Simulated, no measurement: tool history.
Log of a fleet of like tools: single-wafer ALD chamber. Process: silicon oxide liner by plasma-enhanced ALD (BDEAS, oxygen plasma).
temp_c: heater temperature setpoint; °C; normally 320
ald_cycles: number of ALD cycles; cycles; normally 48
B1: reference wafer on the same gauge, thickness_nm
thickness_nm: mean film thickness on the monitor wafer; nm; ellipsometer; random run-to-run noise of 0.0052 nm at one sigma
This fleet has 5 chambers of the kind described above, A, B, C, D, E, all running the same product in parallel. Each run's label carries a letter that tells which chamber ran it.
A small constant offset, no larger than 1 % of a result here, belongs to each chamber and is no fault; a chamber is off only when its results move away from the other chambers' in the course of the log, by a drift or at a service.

{"run": "1E", "hour": 5.7, "temp_c": 320, "ald_cycles": 48, "B1": 3.9288, "thickness_nm": 4.3584}
{"run": "2D", "hour": 10.3, "temp_c": 320, "ald_cycles": 48, "B1": 3.9316, "thickness_nm": 4.3637}
{"run": "3C", "hour": 16.8, "temp_c": 320, "ald_cycles": 48, "B1": 3.9315, "thickness_nm": 4.3575}
{"hour": 18.3, "done": "chamber C: thermocouple changed; heater temperature recalibrated"}
{"run": "4A", "hour": 22.6, "temp_c": 320, "ald_cycles": 48, "B1": 3.9322, "thickness_nm": 4.3465}
{"run": "5B", "hour": 28.4, "temp_c": 320, "ald_cycles": 48, "B1": 3.9321, "thickness_nm": 4.3432}
{"run": "6C", "hour": 36.6, "temp_c": 330, "ald_cycles": 48, "B1": 3.9334, "thickness_nm": 4.2868}
{"run": "7A", "hour": 40.9, "temp_c": 330, "ald_cycles": 48, "B1": 3.9328, "thickness_nm": 4.2686}
{"run": "8E", "hour": 44.6, "temp_c": 330, "ald_cycles": 48, "B1": 3.9344, "thickness_nm": 4.2906}
{"run": "9D", "hour": 48.8, "temp_c": 330, "ald_cycles": 48, "B1": 3.935, "thickness_nm": 4.3044}
{"run": "10B", "hour": 55.7, "temp_c": 330, "ald_cycles": 48, "B1": 3.9346, "thickness_nm": 4.2784}
{"run": "11D", "hour": 61.7, "temp_c": 320, "ald_cycles": 45, "B1": 3.9354, "thickness_nm": 4.0995}
{"run": "12E", "hour": 66.4, "temp_c": 320, "ald_cycles": 45, "B1": 3.9355, "thickness_nm": 4.0993}
{"run": "13A", "hour": 70.8, "temp_c": 320, "ald_cycles": 45, "B1": 3.9354, "thickness_nm": 4.0714}
{"run": "14B", "hour": 74.7, "temp_c": 320, "ald_cycles": 45, "B1": 3.9356, "thickness_nm": 4.0739}
{"run": "15C", "hour": 78.2, "temp_c": 320, "ald_cycles": 45, "B1": 3.9372, "thickness_nm": 4.0943}
{"run": "16D", "hour": 85.1, "temp_c": 320, "ald_cycles": 48, "B1": 3.9369, "thickness_nm": 4.3819}
{"run": "17B", "hour": 90.1, "temp_c": 320, "ald_cycles": 48, "B1": 3.9382, "thickness_nm": 4.3514}
{"run": "18C", "hour": 95.8, "temp_c": 320, "ald_cycles": 48, "B1": 3.9368, "thickness_nm": 4.3624}
{"run": "19E", "hour": 99.4, "temp_c": 320, "ald_cycles": 48, "B1": 3.9396, "thickness_nm": 4.3645}
{"run": "20A", "hour": 105.2, "temp_c": 320, "ald_cycles": 48, "B1": 3.9376, "thickness_nm": 4.3507}
{"run": "21C", "hour": 113.2, "temp_c": 320, "ald_cycles": 48, "B1": 3.9389, "thickness_nm": 4.3658}
{"run": "22D", "hour": 117.2, "temp_c": 320, "ald_cycles": 48, "B1": 3.9398, "thickness_nm": 4.3798}
{"run": "23A", "hour": 124.4, "temp_c": 320, "ald_cycles": 48, "B1": 3.9388, "thickness_nm": 4.3621}
{"run": "24E", "hour": 129.5, "temp_c": 320, "ald_cycles": 48, "B1": 3.941, "thickness_nm": 4.3668}
{"run": "25B", "hour": 134.7, "temp_c": 320, "ald_cycles": 48, "B1": 3.9402, "thickness_nm": 4.3573}
{"run": "26E", "hour": 140.4, "temp_c": 320, "ald_cycles": 48, "B1": 3.9409, "thickness_nm": 4.3613}
{"run": "27A", "hour": 145.3, "temp_c": 320, "ald_cycles": 48, "B1": 3.9429, "thickness_nm": 4.3608}
{"run": "28B", "hour": 149.2, "temp_c": 320, "ald_cycles": 48, "B1": 3.9426, "thickness_nm": 4.3492}
{"run": "29C", "hour": 155.0, "temp_c": 320, "ald_cycles": 48, "B1": 3.9439, "thickness_nm": 4.363}
{"run": "30D", "hour": 162.4, "temp_c": 333, "ald_cycles": 48, "B1": 3.9441, "thickness_nm": 4.294}
{"run": "31A", "hour": 170.6, "temp_c": 333, "ald_cycles": 48, "B1": 3.9447, "thickness_nm": 4.2773}
{"run": "32D", "hour": 175.4, "temp_c": 333, "ald_cycles": 48, "B1": 3.9445, "thickness_nm": 4.2971}
{"run": "33E", "hour": 180.0, "temp_c": 333, "ald_cycles": 48, "B1": 3.9452, "thickness_nm": 4.2886}
{"run": "34B", "hour": 187.1, "temp_c": 333, "ald_cycles": 48, "B1": 3.9452, "thickness_nm": 4.2734}
{"run": "35C", "hour": 193.3, "temp_c": 320, "ald_cycles": 48, "B1": 3.9462, "thickness_nm": 4.3749}
{"run": "36E", "hour": 198.2, "temp_c": 320, "ald_cycles": 48, "B1": 3.9474, "thickness_nm": 4.3737}
{"run": "37C", "hour": 202.7, "temp_c": 320, "ald_cycles": 48, "B1": 3.9476, "thickness_nm": 4.3785}
{"run": "38D", "hour": 208.3, "temp_c": 320, "ald_cycles": 48, "B1": 3.947, "thickness_nm": 4.3863}
{"run": "39A", "hour": 212.0, "temp_c": 320, "ald_cycles": 48, "B1": 3.9471, "thickness_nm": 4.3626}
{"run": "40B", "hour": 216.4, "temp_c": 320, "ald_cycles": 48, "B1": 3.9475, "thickness_nm": 4.3676}
{"run": "41B", "hour": 223.2, "temp_c": 320, "ald_cycles": 48, "B1": 3.9491, "thickness_nm": 4.3655}
{"run": "42C", "hour": 227.0, "temp_c": 320, "ald_cycles": 48, "B1": 3.9492, "thickness_nm": 4.372}

Read the log: is a single chamber off, either drifting away or since a service, is the gauge that measures every chamber drifting, or is nothing wrong beyond small per-chamber offsets? Name any odd chamber and what most likely caused it.

None of the chambers is off. What moves is the gauge, dragging all their readings along together.
Most likely cause: gauge reads high (%) = 0.489.

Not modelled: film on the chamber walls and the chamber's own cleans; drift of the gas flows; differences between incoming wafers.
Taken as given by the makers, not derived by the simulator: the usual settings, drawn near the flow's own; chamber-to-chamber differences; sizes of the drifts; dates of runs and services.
